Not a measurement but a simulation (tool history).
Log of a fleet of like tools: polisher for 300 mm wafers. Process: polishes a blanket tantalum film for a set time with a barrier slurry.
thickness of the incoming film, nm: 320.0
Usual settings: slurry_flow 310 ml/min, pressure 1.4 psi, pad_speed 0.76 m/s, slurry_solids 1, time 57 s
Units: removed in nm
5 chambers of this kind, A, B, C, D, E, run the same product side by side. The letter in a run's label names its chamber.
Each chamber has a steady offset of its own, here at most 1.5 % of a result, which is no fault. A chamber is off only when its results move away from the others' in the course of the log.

run	day	slurry_flow	pressure	pad_speed	slurry_solids	time	wafers polished on this pad	hours since the slurry nozzle was cleaned	hours since the head pressure was calibrated	hours since the slurry blender was calibrated	removed
1A	0.358	310	1.4	0.76	1	57	516	184.3	271.2	228.4	50.349
2E	0.671	310	1.4	0.76	1	57	919	209.5	97	469.2	50.818
# day 0.704: chamber E: slurry blender recalibrated
3B	0.962	310	1.4	0.76	1	57	344	79.9	164.5	367.2	50.429
# day 1.121: chamber C: slurry blender recalibrated
4D	1.267	310	1.4	0.76	1	57	511	478.1	440.3	148.1	50.471
5C	1.629	390	1.4	0.76	1.2	57	552	454.1	953.4	12.2	55.338
6D	1.942	390	1.4	0.76	1.2	57	627	494.3	456.5	164.3	54.78
# day 2.254: chamber A: worn pad replaced by a new one
7A	2.267	390	1.4	0.76	1.2	57	2	230.1	317	274.2	54.495
8B	2.621	390	1.4	0.76	1.2	57	630	119.7	204.3	407	53.822
# day 2.696: chamber E: slurry nozzle cleaned
# day 2.708: chamber E: worn pad replaced by a new one
9C	2.988	390	1.4	0.76	1.2	57	786	486.7	986	44.8	55.183
10E	3.192	310	1.4	0.76	1	57	83	11.9	157.5	59.7	51.052
# day 3.446: chamber C: head pressure recalibrated
11B	3.542	310	1.4	0.84	0.9	57	788	141.8	226.4	429.1	53.137
# day 3.55: chamber B: worn pad replaced by a new one
12E	3.821	310	1.4	0.84	0.9	57	192	27	172.6	74.8	54.074
13D	4.088	310	1.4	0.84	0.9	57	996	545.8	508	215.8	54.453
14C	4.35	310	1.4	0.84	0.9	57	1020	519.4	21.7	77.5	57.551
# day 4.596: chamber D: worn pad replaced by a new one
15A	4.633	310	1.4	0.84	0.9	57	410	286.9	373.8	331	54.793
16E	4.8	310	1.4	0.92	1	57	360	50.5	196.1	98.3	61.727
# day 4.833: chamber A: slurry blender recalibrated
17B	5.083	310	1.4	0.92	1	57	264	178.8	263.4	466.1	60.887
18C	5.354	310	1.4	0.92	1	57	1193	543.5	45.8	101.6	64.988
19A	5.712	310	1.4	0.92	1	57	595	312.8	399.7	21.2	61.374
20D	5.992	310	1.4	0.92	1	57	240	591.5	553.7	261.5	61.803
# day 6.1: chamber D: slurry blender recalibrated
21D	6.312	310	1.4	0.76	1	57	295	599.2	561.4	5.1	50.051
22E	6.538	350	1.4	0.76	1	57	659	92.2	237.8	140	51.053
# day 6.679: chamber B: slurry blender recalibrated
23C	6.796	350	1.4	0.76	1	57	1441	578.1	80.4	136.2	53.91
24B	7.042	350	1.4	0.76	1	57	601	225.8	310.4	8.7	50.827
# day 7.304: chamber A: worn pad replaced by a new one
25A	7.379	350	1.4	0.76	1	57	13	352.8	439.7	61.2	51.371
# day 7.462: chamber C: worn pad replaced by a new one
26C	7.679	350	1.4	0.76	1	57	37	599.3	101.6	157.4	54.469
# day 7.962: chamber B: worn pad replaced by a new one
27B	8.042	310	1.4	0.76	1	57	14	249.8	334.4	32.7	50.473
28A	8.404	310	1.4	0.76	1	57	189	377.4	464.3	85.8	50.839
29E	8.683	310	1.4	0.76	1	57	1029	143.7	289.3	191.5	50.456
30D	8.946	310	1.4	0.76	1	57	748	662.4	624.6	68.3	50.853
31B	9.288	310	1.4	0.76	1	57	228	279.7	364.3	62.6	50.351
32A	9.458	310	1.4	0.76	1	57	370	402.7	489.6	111.1	50.764
33D	9.758	310	1.4	0.76	1	57	888	681.9	644.1	87.8	50.514

Next, every chamber runs the same settings. What will each give?
34A	10.025	310	1.4	0.76	1	57					?
34B	10.025	310	1.4	0.76	1	57					?
34C	10.025	310	1.4	0.76	1	57					?
34D	10.025	310	1.4	0.76	1	57					?
34E	10.025	310	1.4	0.76	1	57					?

run	removed
34A	51.557
34B	49.735
34C	53.057
34D	50.671
34E	50.853
